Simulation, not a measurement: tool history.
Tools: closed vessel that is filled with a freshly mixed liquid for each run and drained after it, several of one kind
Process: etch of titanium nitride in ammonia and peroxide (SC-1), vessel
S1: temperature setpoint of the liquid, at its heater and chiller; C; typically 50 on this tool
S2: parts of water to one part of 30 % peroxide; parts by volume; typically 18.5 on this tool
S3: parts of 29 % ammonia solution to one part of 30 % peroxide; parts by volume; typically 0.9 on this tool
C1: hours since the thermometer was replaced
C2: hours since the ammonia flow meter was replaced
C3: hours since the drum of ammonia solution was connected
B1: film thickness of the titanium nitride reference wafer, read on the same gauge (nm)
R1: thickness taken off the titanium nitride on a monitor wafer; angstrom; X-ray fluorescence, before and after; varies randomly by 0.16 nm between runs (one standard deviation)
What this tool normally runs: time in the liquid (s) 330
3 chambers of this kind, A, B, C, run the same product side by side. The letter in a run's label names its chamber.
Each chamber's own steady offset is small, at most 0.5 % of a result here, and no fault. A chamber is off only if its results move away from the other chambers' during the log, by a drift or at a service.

Run 1A, day 0.325: usual settings; C1 305; C2 381.3; C3 164.1; B1 30.004. Result: R1 189.95 angstrom.
Run 2B, day 0.546: usual settings; C1 23.5; C2 431.3; C3 128.7; B1 29.996. Result: R1 187.72 angstrom.
Run 3C, day 0.758: usual settings; C1 206.4; C2 1702.5; C3 398.3; B1 29.965. Result: R1 188.93 angstrom.
Run 4B, day 1.133: usual settings; C1 37.6; C2 445.4; C3 142.8; B1 30.006. Result: R1 187.98 angstrom.
Run 5C, day 1.438: usual settings but S1 55.5 C, S2 12.5 parts by volume; C1 222.7; C2 1718.8; C3 414.6; B1 29.944. Result: R1 340.33 angstrom.
Run 6A, day 1.779: usual settings but S1 55.5 C, S2 12.5 parts by volume; C1 339.9; C2 416.2; C3 199; B1 30.03. Result: R1 337.81 angstrom.
Run 7A, day 2.088: usual settings but S1 55.5 C, S2 12.5 parts by volume; C1 347.3; C2 423.6; C3 206.4; B1 29.978. Result: R1 337.01 angstrom.
Run 8B, day 2.4: usual settings; C1 68; C2 475.8; C3 173.2; B1 29.99. Result: R1 188.64 angstrom.
Run 9C, day 2.775: usual settings; C1 254.8; C2 1750.9; C3 446.7; B1 30.009. Result: R1 187.85 angstrom.
Run 10B, day 3.05: usual settings; C1 83.6; C2 491.4; C3 188.8; B1 30.014. Result: R1 189.58 angstrom.
Run 11C, day 3.325: usual settings; C1 268; C2 1764.1; C3 459.9; B1 30.006. Result: R1 189.72 angstrom.
Run 12A, day 3.675: usual settings; C1 385.4; C2 461.7; C3 244.5; B1 30.013. Result: R1 190.51 angstrom.
Run 13C, day 3.879: usual settings but time in the liquid (s) 390; C1 281.3; C2 1777.4; C3 473.2; B1 30.016. Result: R1 225.58 angstrom.
Run 14A, day 4.15: usual settings but time in the liquid (s) 390; C1 396.8; C2 473.1; C3 255.9; B1 29.994. Result: R1 224.46 angstrom.
Run 15B, day 4.471: usual settings but time in the liquid (s) 390; C1 117.7; C2 525.5; C3 222.9; B1 29.958. Result: R1 221.32 angstrom.
Run 16C, day 4.846: usual settings; C1 304.5; C2 1800.6; C3 496.4; B1 29.984. Result: R1 187.81 angstrom.
Run 17A, day 5.108: usual settings; C1 419.8; C2 496.1; C3 278.9; B1 29.993. Result: R1 191.54 angstrom.
Run 18B, day 5.408: usual settings; C1 140.2; C2 548; C3 245.4; B1 30.026. Result: R1 189.4 angstrom.
Run 19C, day 5.796: usual settings; C1 327.3; C2 1823.4; C3 519.2; B1 30.003. Result: R1 190.27 angstrom.
Run 20A, day 6.133: usual settings but S3 0.75 parts by volume; C1 444.4; C2 520.7; C3 303.5; B1 30.011. Result: R1 182.32 angstrom.

Has any chamber moved away from the others, gradually or after a service, or does the common gauge drift, or do the chambers differ only by their own small steady offsets? State the chamber and the most likely cause if one applies.

The fleet is healthy, with each chamber sitting at its usual small offset and no drift in the gauge.
